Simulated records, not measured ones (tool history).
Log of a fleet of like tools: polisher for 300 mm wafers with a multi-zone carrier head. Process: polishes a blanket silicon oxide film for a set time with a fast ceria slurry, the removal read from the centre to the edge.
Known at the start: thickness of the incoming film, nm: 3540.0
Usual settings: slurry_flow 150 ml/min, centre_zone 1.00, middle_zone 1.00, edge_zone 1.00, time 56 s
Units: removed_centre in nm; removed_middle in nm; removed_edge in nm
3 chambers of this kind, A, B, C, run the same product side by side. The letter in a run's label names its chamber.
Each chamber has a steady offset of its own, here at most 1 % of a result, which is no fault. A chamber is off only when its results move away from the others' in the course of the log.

{"hour": 1.6, "done": "chamber C: edge zone pressure recalibrated"}
{"run": "1A", "hour": 9.2, "slurry_flow": 150, "centre_zone": 1.0, "middle_zone": 1.0, "edge_zone": 1.0, "time": 56, "removed_centre": 685.59, "removed_middle": 690.68, "removed_edge": 691.99}
{"hour": 14.7, "done": "chamber B: worn pad replaced by a new one"}
{"hour": 15.2, "done": "chamber A: worn pad replaced by a new one"}
{"hour": 16.0, "done": "chamber C: worn pad replaced by a new one"}
{"run": "2C", "hour": 22.7, "slurry_flow": 150, "centre_zone": 1.0, "middle_zone": 1.0, "edge_zone": 1.0, "time": 56, "removed_centre": 684.83, "removed_middle": 686.63, "removed_edge": 684.75}
{"run": "3B", "hour": 30.3, "slurry_flow": 150, "centre_zone": 1.0, "middle_zone": 1.0, "edge_zone": 1.0, "time": 56, "removed_centre": 690.4, "removed_middle": 679.02, "removed_edge": 686.03}
{"run": "4A", "hour": 37.3, "slurry_flow": 150, "centre_zone": 1.0, "middle_zone": 1.0, "edge_zone": 1.0, "time": 56, "removed_centre": 691.13, "removed_middle": 697.14, "removed_edge": 689.52}
{"run": "5C", "hour": 44.6, "slurry_flow": 150, "centre_zone": 1.0, "middle_zone": 1.0, "edge_zone": 1.0, "time": 56, "removed_centre": 694.16, "removed_middle": 689.25, "removed_edge": 697.29}
{"run": "6B", "hour": 51.0, "slurry_flow": 150, "centre_zone": 1.0, "middle_zone": 1.0, "edge_zone": 1.12, "time": 56, "removed_centre": 684.88, "removed_middle": 687.49, "removed_edge": 730.61}
{"hour": 58.0, "done": "chamber B: edge zone pressure recalibrated"}
{"run": "7B", "hour": 58.8, "slurry_flow": 150, "centre_zone": 1.0, "middle_zone": 1.0, "edge_zone": 1.12, "time": 56, "removed_centre": 696.7, "removed_middle": 681.87, "removed_edge": 722.34}
{"hour": 61.7, "done": "chamber A: edge zone pressure recalibrated"}
{"run": "8A", "hour": 65.2, "slurry_flow": 150, "centre_zone": 1.0, "middle_zone": 1.0, "edge_zone": 1.12, "time": 56, "removed_centre": 697.36, "removed_middle": 691.06, "removed_edge": 742.46}
{"run": "9C", "hour": 72.9, "slurry_flow": 150, "centre_zone": 1.0, "middle_zone": 1.0, "edge_zone": 1.0, "time": 56, "removed_centre": 683.58, "removed_middle": 683.45, "removed_edge": 698.94}
{"run": "10A", "hour": 79.2, "slurry_flow": 150, "centre_zone": 1.0, "middle_zone": 1.0, "edge_zone": 1.0, "time": 56, "removed_centre": 692.94, "removed_middle": 696.59, "removed_edge": 674.35}
{"hour": 80.7, "done": "chamber C: centre zone pressure recalibrated"}
{"run": "11C", "hour": 89.7, "slurry_flow": 150, "centre_zone": 1.0, "middle_zone": 1.0, "edge_zone": 1.0, "time": 56, "removed_centre": 683.92, "removed_middle": 676.47, "removed_edge": 691.49}
{"run": "12B", "hour": 100.8, "slurry_flow": 135, "centre_zone": 1.0, "middle_zone": 1.0, "edge_zone": 1.0, "time": 49, "removed_centre": 587.8, "removed_middle": 595.18, "removed_edge": 584.74}
{"hour": 104.9, "done": "chamber A: worn pad replaced by a new one"}
{"run": "13B", "hour": 111.0, "slurry_flow": 135, "centre_zone": 1.0, "middle_zone": 1.0, "edge_zone": 1.0, "time": 49, "removed_centre": 586.47, "removed_middle": 591.42, "removed_edge": 580.64}
{"hour": 114.9, "done": "chamber B: worn pad replaced by a new one"}
{"run": "14A", "hour": 121.2, "slurry_flow": 135, "centre_zone": 1.0, "middle_zone": 1.0, "edge_zone": 1.0, "time": 49, "removed_centre": 585.55, "removed_middle": 593.39, "removed_edge": 600.75}
{"run": "15C", "hour": 128.2, "slurry_flow": 150, "centre_zone": 1.0, "middle_zone": 1.0, "edge_zone": 1.0, "time": 56, "removed_centre": 675.38, "removed_middle": 681.21, "removed_edge": 676.86}
{"hour": 134.9, "done": "chamber C: worn pad replaced by a new one"}
{"run": "16A", "hour": 139.4, "slurry_flow": 150, "centre_zone": 1.0, "middle_zone": 1.0, "edge_zone": 1.0, "time": 56, "removed_centre": 683.66, "removed_middle": 710.01, "removed_edge": 691.12}
{"run": "17B", "hour": 146.3, "slurry_flow": 150, "centre_zone": 1.0, "middle_zone": 1.0, "edge_zone": 1.0, "time": 56, "removed_centre": 690.4, "removed_middle": 702.93, "removed_edge": 688.63}
{"run": "18C", "hour": 152.3, "slurry_flow": 150, "centre_zone": 1.0, "middle_zone": 1.0, "edge_zone": 1.0, "time": 56, "removed_centre": 687.76, "removed_middle": 675.78, "removed_edge": 680.24}
{"run": "19C", "hour": 160.6, "slurry_flow": 150, "centre_zone": 1.06, "middle_zone": 0.96, "edge_zone": 1.0, "time": 56, "removed_centre": 708.14, "removed_middle": 650.1, "removed_edge": 689.09}
{"run": "20A", "hour": 169.4, "slurry_flow": 150, "centre_zone": 1.06, "middle_zone": 0.96, "edge_zone": 1.0, "time": 56, "removed_centre": 741.09, "removed_middle": 668.4, "removed_edge": 700.44}
{"hour": 178.2, "done": "chamber A: worn pad replaced by a new one"}
{"run": "21B", "hour": 183.3, "slurry_flow": 150, "centre_zone": 1.06, "middle_zone": 0.96, "edge_zone": 1.0, "time": 56, "removed_centre": 745.21, "removed_middle": 669.43, "removed_edge": 690.13}
{"run": "22A", "hour": 192.2, "slurry_flow": 105, "centre_zone": 1.0, "middle_zone": 1.0, "edge_zone": 1.0, "time": 68, "removed_centre": 752.58, "removed_middle": 793.43, "removed_edge": 780.72}
{"run": "23C", "hour": 205.4, "slurry_flow": 105, "centre_zone": 1.0, "middle_zone": 1.0, "edge_zone": 1.0, "time": 68, "removed_centre": 734.41, "removed_middle": 736.71, "removed_edge": 755.97}
{"run": "24B", "hour": 218.8, "slurry_flow": 105, "centre_zone": 1.0, "middle_zone": 1.0, "edge_zone": 1.0, "time": 68, "removed_centre": 772.21, "removed_middle": 762.28, "removed_edge": 791.67}
{"run": "25A", "hour": 225.1, "slurry_flow": 150, "centre_zone": 1.0, "middle_zone": 1.0, "edge_zone": 1.0, "time": 56, "removed_centre": 693.33, "removed_middle": 706.56, "removed_edge": 696.4}
{"hour": 225.9, "done": "chamber B: worn pad replaced by a new one"}
{"run": "26C", "hour": 237.5, "slurry_flow": 150, "centre_zone": 1.0, "middle_zone": 1.0, "edge_zone": 1.0, "time": 56, "removed_centre": 663.73, "removed_middle": 663.3, "removed_edge": 679.58}
{"run": "27B", "hour": 244.5, "slurry_flow": 150, "centre_zone": 1.0, "middle_zone": 1.0, "edge_zone": 1.0, "time": 56, "removed_centre": 695.74, "removed_middle": 696.46, "removed_edge": 672.94}
{"hour": 254.4, "done": "chamber B: slurry nozzle cleaned"}
{"run": "28A", "hour": 254.9, "slurry_flow": 150, "centre_zone": 1.0, "middle_zone": 1.0, "edge_zone": 1.0, "time": 56, "removed_centre": 678.52, "removed_middle": 695.14, "removed_edge": 672.98}
{"hour": 257.0, "done": "chamber C: worn pad replaced by a new one"}
{"run": "29B", "hour": 263.2, "slurry_flow": 185, "centre_zone": 1.0, "middle_zone": 1.08, "edge_zone": 1.0, "time": 56, "removed_centre": 720.51, "removed_middle": 770.42, "removed_edge": 704.58}
{"hour": 269.0, "done": "chamber A: worn pad replaced by a new one"}
{"run": "30C", "hour": 276.3, "slurry_flow": 185, "centre_zone": 1.0, "middle_zone": 1.08, "edge_zone": 1.0, "time": 56, "removed_centre": 693.42, "removed_middle": 734.16, "removed_edge": 685.58}
{"hour": 284.8, "done": "chamber A: centre zone pressure recalibrated"}
{"run": "31A", "hour": 286.0, "slurry_flow": 185, "centre_zone": 1.0, "middle_zone": 1.08, "edge_zone": 1.0, "time": 56, "removed_centre": 720.25, "removed_middle": 780.96, "removed_edge": 696.37}
{"run": "32C", "hour": 295.8, "slurry_flow": 150, "centre_zone": 1.0, "middle_zone": 1.0, "edge_zone": 1.0, "time": 56, "removed_centre": 654.34, "removed_middle": 646.29, "removed_edge": 665.94}
{"run": "33B", "hour": 308.2, "slurry_flow": 150, "centre_zone": 1.0, "middle_zone": 1.0, "edge_zone": 1.0, "time": 56, "removed_centre": 695.64, "removed_middle": 692.11, "removed_edge": 690.54}
{"hour": 309.5, "done": "chamber A: slurry nozzle cleaned"}
{"run": "34A", "hour": 314.3, "slurry_flow": 150, "centre_zone": 1.0, "middle_zone": 1.0, "edge_zone": 1.0, "time": 56, "removed_centre": 682.77, "removed_middle": 694.88, "removed_edge": 685.27}
{"hour": 327.0, "done": "chamber B: worn pad replaced by a new one"}
{"run": "35B", "hour": 327.8, "slurry_flow": 150, "centre_zone": 1.0, "middle_zone": 1.0, "edge_zone": 1.0, "time": 56, "removed_centre": 684.23, "removed_middle": 672.96, "removed_edge": 674.75}
{"run": "36C", "hour": 335.6, "slurry_flow": 150, "centre_zone": 1.0, "middle_zone": 1.0, "edge_zone": 1.0, "time": 56, "removed_centre": 642.48, "removed_middle": 649.54, "removed_edge": 663.56}
{"run": "37A", "hour": 342.7, "slurry_flow": 150, "centre_zone": 1.0, "middle_zone": 1.0, "edge_zone": 1.0, "time": 56, "removed_centre": 685.84, "removed_middle": 697.5, "removed_edge": 686.17}
{"run": "38B", "hour": 356.1, "slurry_flow": 150, "centre_zone": 1.0, "middle_zone": 1.0, "edge_zone": 1.0, "time": 56, "removed_centre": 685.85, "removed_middle": 695.99, "removed_edge": 683.31}
{"hour": 358.4, "done": "chamber A: worn pad replaced by a new one"}
{"run": "39C", "hour": 363.6, "slurry_flow": 150, "centre_zone": 1.0, "middle_zone": 1.0, "edge_zone": 1.0, "time": 56, "removed_centre": 652.54, "removed_middle": 652.79, "removed_edge": 654.85}
{"run": "40A", "hour": 370.1, "slurry_flow": 150, "centre_zone": 1.0, "middle_zone": 1.0, "edge_zone": 1.0, "time": 56, "removed_centre": 687.6, "removed_middle": 683.11, "removed_edge": 677.84}
{"run": "41C", "hour": 377.3, "slurry_flow": 150, "centre_zone": 1.0, "middle_zone": 1.0, "edge_zone": 1.0, "time": 56, "removed_centre": 642.34, "removed_middle": 652.99, "removed_edge": 639.92}
{"hour": 383.5, "done": "chamber C: worn pad replaced by a new one"}
{"run": "42B", "hour": 386.9, "slurry_flow": 150, "centre_zone": 1.0, "middle_zone": 1.0, "edge_zone": 1.0, "time": 56, "removed_centre": 684.84, "removed_middle": 687.88, "removed_edge": 679.84}
{"run": "43C", "hour": 397.1, "slurry_flow": 110, "centre_zone": 1.0, "middle_zone": 1.0, "edge_zone": 1.0, "time": 39, "removed_centre": 405.7, "removed_middle": 411.85, "removed_edge": 438.07}
{"run": "44B", "hour": 408.1, "slurry_flow": 110, "centre_zone": 1.0, "middle_zone": 1.0, "edge_zone": 1.0, "time": 39, "removed_centre": 445.39, "removed_middle": 439.82, "removed_edge": 452.83}

Next, every chamber runs the same settings. What will each give?
{"run": "45A", "hour": 418.0, "slurry_flow": 150, "centre_zone": 1.0, "middle_zone": 1.0, "edge_zone": 1.0, "time": 56, "removed_centre": "?", "removed_middle": "?", "removed_edge": "?"}
{"run": "45B", "hour": 418.0, "slurry_flow": 150, "centre_zone": 1.0, "middle_zone": 1.0, "edge_zone": 1.0, "time": 56, "removed_centre": "?", "removed_middle": "?", "removed_edge": "?"}
{"run": "45C", "hour": 418.0, "slurry_flow": 150, "centre_zone": 1.0, "middle_zone": 1.0, "edge_zone": 1.0, "time": 56, "removed_centre": "?", "removed_middle": "?", "removed_edge": "?"}

run=45A removed_centre=683.63 removed_middle=684.75 removed_edge=698.82
run=45B removed_centre=681.27 removed_middle=679.06 removed_edge=682.56
run=45C removed_centre=637.83 removed_middle=658.07 removed_edge=649.45

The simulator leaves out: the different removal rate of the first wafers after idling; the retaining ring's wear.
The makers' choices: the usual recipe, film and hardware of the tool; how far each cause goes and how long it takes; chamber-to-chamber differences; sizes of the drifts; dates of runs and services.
